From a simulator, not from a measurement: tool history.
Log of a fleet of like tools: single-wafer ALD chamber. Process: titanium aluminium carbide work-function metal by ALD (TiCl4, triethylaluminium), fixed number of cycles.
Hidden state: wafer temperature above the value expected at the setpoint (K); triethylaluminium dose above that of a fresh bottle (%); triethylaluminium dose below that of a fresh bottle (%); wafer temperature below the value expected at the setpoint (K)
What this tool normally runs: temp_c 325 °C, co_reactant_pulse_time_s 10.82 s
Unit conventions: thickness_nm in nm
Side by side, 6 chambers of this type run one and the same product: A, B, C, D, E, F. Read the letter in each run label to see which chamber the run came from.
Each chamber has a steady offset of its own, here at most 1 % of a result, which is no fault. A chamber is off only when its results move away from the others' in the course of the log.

| run | hour | temp_c | co_reactant_pulse_time_s | hours since the last thermocouple change | hours since the last triethylaluminium bottle change | read-back reference wafer on the same gauge, thickness_nm | thickness_nm |
|---|---|---|---|---|---|---|---|
| 1A | 4.9 | 325 | 10.82 | 966.4 | 128.4 | 1.9200 | 2.2369 |
| 2E | 14.4 | 325 | 10.82 | 982.3 | 1640.7 | 1.9203 | 2.2186 |
| 3B | 23.1 | 325 | 10.82 | 297.4 | 690.5 | 1.9205 | 2.2578 |
| 4F | 33.6 | 325 | 10.82 | 1426.7 | 537.8 | 1.9208 | 2.2323 |
| 5D | 42.4 | 325 | 10.82 | 211.2 | 162.7 | 1.9200 | 2.2395 |
| 6C | 53.5 | 325 | 10.82 | 86.9 | 1579.1 | 1.9185 | 2.2329 |
|  | 62.7 | chamber A: thermocouple changed; heater temperature recalibrated |
| 7C | 64.3 | 325 | 10.82 | 97.7 | 1589.9 | 1.9211 | 2.2292 |
| 8D | 71.9 | 325 | 10.82 | 240.7 | 192.2 | 1.9198 | 2.2437 |
| 9E | 81.4 | 325 | 10.82 | 1049.3 | 1707.7 | 1.9191 | 2.2328 |
| 10F | 90.0 | 325 | 10.82 | 1483.1 | 594.2 | 1.9200 | 2.2407 |
| 11B | 98.6 | 325 | 10.82 | 372.9 | 766.0 | 1.9195 | 2.2620 |
|  | 99.4 | chamber E: thermocouple changed; heater temperature recalibrated |
| 12A | 105.2 | 325 | 10.82 | 42.5 | 228.7 | 1.9206 | 2.2227 |
| 13F | 114.4 | 325 | 10.82 | 1507.5 | 618.6 | 1.9207 | 2.2303 |
| 14E | 122.5 | 325 | 10.82 | 23.2 | 1748.8 | 1.9202 | 2.2257 |
| 15C | 130.0 | 325 | 10.82 | 163.4 | 1655.6 | 1.9208 | 2.2488 |
| 16A | 137.6 | 325 | 10.82 | 74.9 | 261.1 | 1.9191 | 2.2273 |
| 17B | 148.7 | 325 | 10.82 | 423.0 | 816.1 | 1.9184 | 2.2637 |
| 18D | 155.8 | 325 | 10.82 | 324.6 | 276.1 | 1.9193 | 2.2390 |
|  | 156.2 | chamber F: thermocouple changed; heater temperature recalibrated |
| 19A | 161.7 | 325 | 10.82 | 99.0 | 285.2 | 1.9204 | 2.2376 |
| 20E | 171.7 | 325 | 10.82 | 72.4 | 1798.0 | 1.9207 | 2.2371 |
| 21D | 178.4 | 325 | 10.82 | 347.2 | 298.7 | 1.9214 | 2.2394 |
|  | 187.2 | chamber C: triethylaluminium bottle replaced |
| 22C | 188.8 | 314 | 7.49 | 222.2 | 1.6 | 1.9210 | 2.0331 |
| 23F | 198.7 | 314 | 7.49 | 42.6 | 702.9 | 1.9197 | 2.0242 |
| 24B | 208.5 | 314 | 7.49 | 482.8 | 875.9 | 1.9192 | 2.0194 |
| 25E | 218.4 | 314 | 7.49 | 119.1 | 1844.7 | 1.9190 | 2.0221 |
|  | 221.5 | chamber F: triethylaluminium bottle replaced |
| 26C | 225.3 | 314 | 7.49 | 258.7 | 38.1 | 1.9191 | 2.0189 |
| 27F | 234.6 | 314 | 7.49 | 78.5 | 13.2 | 1.9203 | 2.0372 |
|  | 243.0 | chamber E: triethylaluminium bottle replaced |
| 28D | 245.0 | 325 | 10.82 | 413.8 | 365.3 | 1.9199 | 2.2360 |
| 29B | 254.6 | 325 | 10.82 | 528.9 | 922.0 | 1.9199 | 2.2298 |
| 30A | 265.5 | 325 | 10.82 | 202.8 | 389.0 | 1.9205 | 2.2332 |
| 31C | 274.6 | 325 | 7.16 | 308.0 | 87.4 | 1.9187 | 2.1014 |
| 32D | 283.5 | 325 | 7.16 | 452.3 | 403.8 | 1.9193 | 2.0920 |
| 33F | 294.1 | 325 | 7.16 | 138.0 | 72.7 | 1.9206 | 2.0913 |
| 34A | 302.6 | 325 | 7.16 | 239.9 | 426.1 | 1.9180 | 2.0917 |
| 35B | 313.3 | 325 | 7.16 | 587.6 | 980.7 | 1.9205 | 2.0106 |
| 36E | 318.7 | 325 | 7.16 | 219.4 | 75.7 | 1.9213 | 2.0968 |
| 37F | 328.1 | 325 | 10.82 | 172.0 | 106.7 | 1.9200 | 2.2408 |
| 38E | 335.0 | 325 | 8.31 | 235.7 | 92.0 | 1.9196 | 2.1531 |

All 6 chambers run these settings next. Forecast each chamber's results:
| 39A | 343.0 | 325 | 13.34 |  |  |  | ? |
| 39B | 343.0 | 325 | 13.34 |  |  |  | ? |
| 39C | 343.0 | 325 | 13.34 |  |  |  | ? |
| 39D | 343.0 | 325 | 13.34 |  |  |  | ? |
| 39E | 343.0 | 325 | 13.34 |  |  |  | ? |
| 39F | 343.0 | 325 | 13.34 |  |  |  | ? |

| run | thickness_nm |
|---|---|
| 39A | 2.2670 |
| 39B | 2.2417 |
| 39C | 2.2818 |
| 39D | 2.2682 |
| 39E | 2.2685 |
| 39F | 2.2634 |
